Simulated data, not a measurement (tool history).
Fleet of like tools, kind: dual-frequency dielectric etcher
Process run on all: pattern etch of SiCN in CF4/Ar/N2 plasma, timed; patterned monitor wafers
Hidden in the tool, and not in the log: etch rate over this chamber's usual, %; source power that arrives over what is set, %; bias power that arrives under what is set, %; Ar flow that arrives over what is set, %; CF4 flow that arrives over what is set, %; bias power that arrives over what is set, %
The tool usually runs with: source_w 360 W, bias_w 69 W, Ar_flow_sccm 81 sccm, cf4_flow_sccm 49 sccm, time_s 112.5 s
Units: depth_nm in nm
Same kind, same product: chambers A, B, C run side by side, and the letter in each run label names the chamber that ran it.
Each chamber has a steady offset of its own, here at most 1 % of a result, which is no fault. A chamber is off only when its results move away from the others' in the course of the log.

run   hour  source_w  bias_w  Ar_flow_sccm  cf4_flow_sccm  time_s  hours since the last wet clean  hours since the last source power generator calibration  hours since the last bias power generator calibration  hours since the last Ar flow controller change  hours since the last CF4 flow controller change  read-back reference wafer on the same gauge, depth_nm  depth_nm
 1C    4.5       360      69            81             49   112.5                           216.1                                                   1118.0                                                 1200.7                                          3004.9                                            893.9                                                 73.877    76.210
 2A    7.9       360      69            81             49   112.5                           232.0                                                    576.7                                                  607.2                                          1538.5                                           1843.7                                                 73.870    76.930
 3B   11.5       360      69            81             49   112.5                           259.7                                                    139.4                                                 1636.9                                          2141.8                                             59.3                                                 73.868    76.827
 4C   14.1       360      69            81             49   112.5                           225.7                                                   1127.6                                                 1210.3                                          3014.5                                            903.5                                                 73.903    76.050
 5B   16.6       360      69            81             49   112.5                           264.8                                                    144.5                                                 1642.0                                          2146.9                                             64.4                                                 73.940    76.599
 6A   21.2       360      63            81             49   112.5                           245.3                                                    590.0                                                  620.5                                          1551.8                                           1857.0                                                 73.929    74.455
 7B   25.4       360      63            81             49   112.5                           273.6                                                    153.3                                                 1650.8                                          2155.7                                             73.2                                                 73.937    74.411
 8A   28.4       360      63            81             49   112.5                           252.5                                                    597.2                                                  627.7                                          1559.0                                           1864.2                                                 73.935    74.526
 9C   32.6       360      69            81             49   112.5                           244.2                                                   1146.1                                                 1228.8                                          3033.0                                            922.0                                                 73.966    75.823
10B   36.1       360      69            81             49   112.5                           284.3                                                    164.0                                                 1661.5                                          2166.4                                             83.9                                                 73.884    76.524
11A   41.1       360      69            81             49   112.5                           265.2                                                    609.9                                                  640.4                                          1571.7                                           1876.9                                                 73.886    76.901
12C   43.6       360      69            81             49   112.5                           255.2                                                   1157.1                                                 1239.8                                          3044.0                                            933.0                                                 73.898    76.320
      44.9  -- chamber A: Ar flow controller replaced
13C   47.9       360      69            81             49   112.5                           259.5                                                   1161.4                                                 1244.1                                          3048.3                                            937.3                                                 73.874    76.272
14A   52.5       360      69            81             49   112.5                           276.6                                                    621.3                                                  651.8                                             7.6                                           1888.3                                                 73.888    76.776
15B   56.7       360      69            67             55   112.5                           304.9                                                    184.6                                                 1682.1                                          2187.0                                            104.5                                                 73.864    80.563
16B   59.7       360      69            67             55   112.5                           307.9                                                    187.6                                                 1685.1                                          2190.0                                            107.5                                                 73.835    80.299
17A   62.6       360      69            67             55   112.5                           286.7                                                    631.4                                                  661.9                                            17.7                                           1898.4                                                 73.942    80.551
18C   66.6       360      69            81             49   112.5                           278.2                                                   1180.1                                                 1262.8                                          3067.0                                            956.0                                                 73.892    76.124
19B   71.0       270      61            81             49   112.5                           319.2                                                    198.9                                                 1696.4                                          2201.3                                            118.8                                                 73.885    56.900
20C   75.7       270      61            81             49   112.5                           287.3                                                   1189.2                                                 1271.9                                          3076.1                                            965.1                                                 73.888    56.192
21A   78.2       270      61            81             49   112.5                           302.3                                                    647.0                                                  677.5                                            33.3                                           1914.0                                                 73.960    56.955
22C   83.6       360      69            81             49   112.5                           295.2                                                   1197.1                                                 1279.8                                          3084.0                                            973.0                                                 73.906    76.503
23B   88.5       360      69            81             49   112.5                           336.7                                                    216.4                                                 1713.9                                          2218.8                                            136.3                                                 73.892    76.843
24A   90.9       360      69            81             49   112.5                           315.0                                                    659.7                                                  690.2                                            46.0                                           1926.7                                                 73.928    77.161
25C   95.5       360      69            81             49   112.5                           307.1                                                   1209.0                                                 1291.7                                          3095.9                                            984.9                                                 73.869    76.093
26A   98.3       360      69            81             49   112.5                           322.4                                                    667.1                                                  697.6                                            53.4                                           1934.1                                                 73.893    76.931
27B  101.3       360      69            81             49   112.5                           349.5                                                    229.2                                                 1726.7                                          2231.6                                            149.1                                                 73.852    77.329
28A  106.0       360      69            81             49   112.5                           330.1                                                    674.8                                                  705.3                                            61.1                                           1941.8                                                 73.877    76.529
29B  108.6       360      69            81             49   112.5                           356.8                                                    236.5                                                 1734.0                                          2238.9                                            156.4                                                 73.889    76.983
30C  111.7       360      69            81             49   112.5                           323.3                                                   1225.2                                                 1307.9                                          3112.1                                           1001.1                                                 73.915    76.194
31C  115.7       360      69            81             49   112.5                           327.3                                                   1229.2                                                 1311.9                                          3116.1                                           1005.1                                                 73.956    76.319
32A  118.7       360      69            81             49   112.5                           342.8                                                    687.5                                                  718.0                                            73.8                                           1954.5                                                 73.870    76.803
33B  121.8       310      69            81             49   112.5                           370.0                                                    249.7                                                 1747.2                                          2252.1                                            169.6                                                 73.853    67.240
34A  126.3       310      69            81             49   112.5                           350.4                                                    695.1                                                  725.6                                            81.4                                           1962.1                                                 73.871    67.560
35B  128.9       310      69            81             49   112.5                           377.1                                                    256.8                                                 1754.3                                          2259.2                                            176.7                                                 73.879    67.618
36C  131.7       360      69            81             49   112.5                           343.3                                                   1245.2                                                 1327.9                                          3132.1                                           1021.1                                                 73.839    76.581
37C  134.2       360      69            81             49   112.5                           345.8                                                   1247.7                                                 1330.4                                          3134.6                                           1023.6                                                 73.927    76.176
38B  137.5       360      69            81             49   112.5                           385.7                                                    265.4                                                 1762.9                                          2267.8                                            185.3                                                 73.916    77.185
39A  140.7       360      69            81             49   112.5                           364.8                                                    709.5                                                  740.0                                            95.8                                           1976.5                                                 73.933    76.902
40B  143.2       280      69            81             49   125.5                           391.4                                                    271.1                                                 1768.6                                          2273.5                                            191.0                                                 73.873    68.755

One chamber off, gauge drift, or nothing amiss beyond the chambers' own small offsets? If it is a chamber, which one, and what is the likeliest cause?

All chambers stay in line apart from their small fixed offsets, and the gauge does not drift.

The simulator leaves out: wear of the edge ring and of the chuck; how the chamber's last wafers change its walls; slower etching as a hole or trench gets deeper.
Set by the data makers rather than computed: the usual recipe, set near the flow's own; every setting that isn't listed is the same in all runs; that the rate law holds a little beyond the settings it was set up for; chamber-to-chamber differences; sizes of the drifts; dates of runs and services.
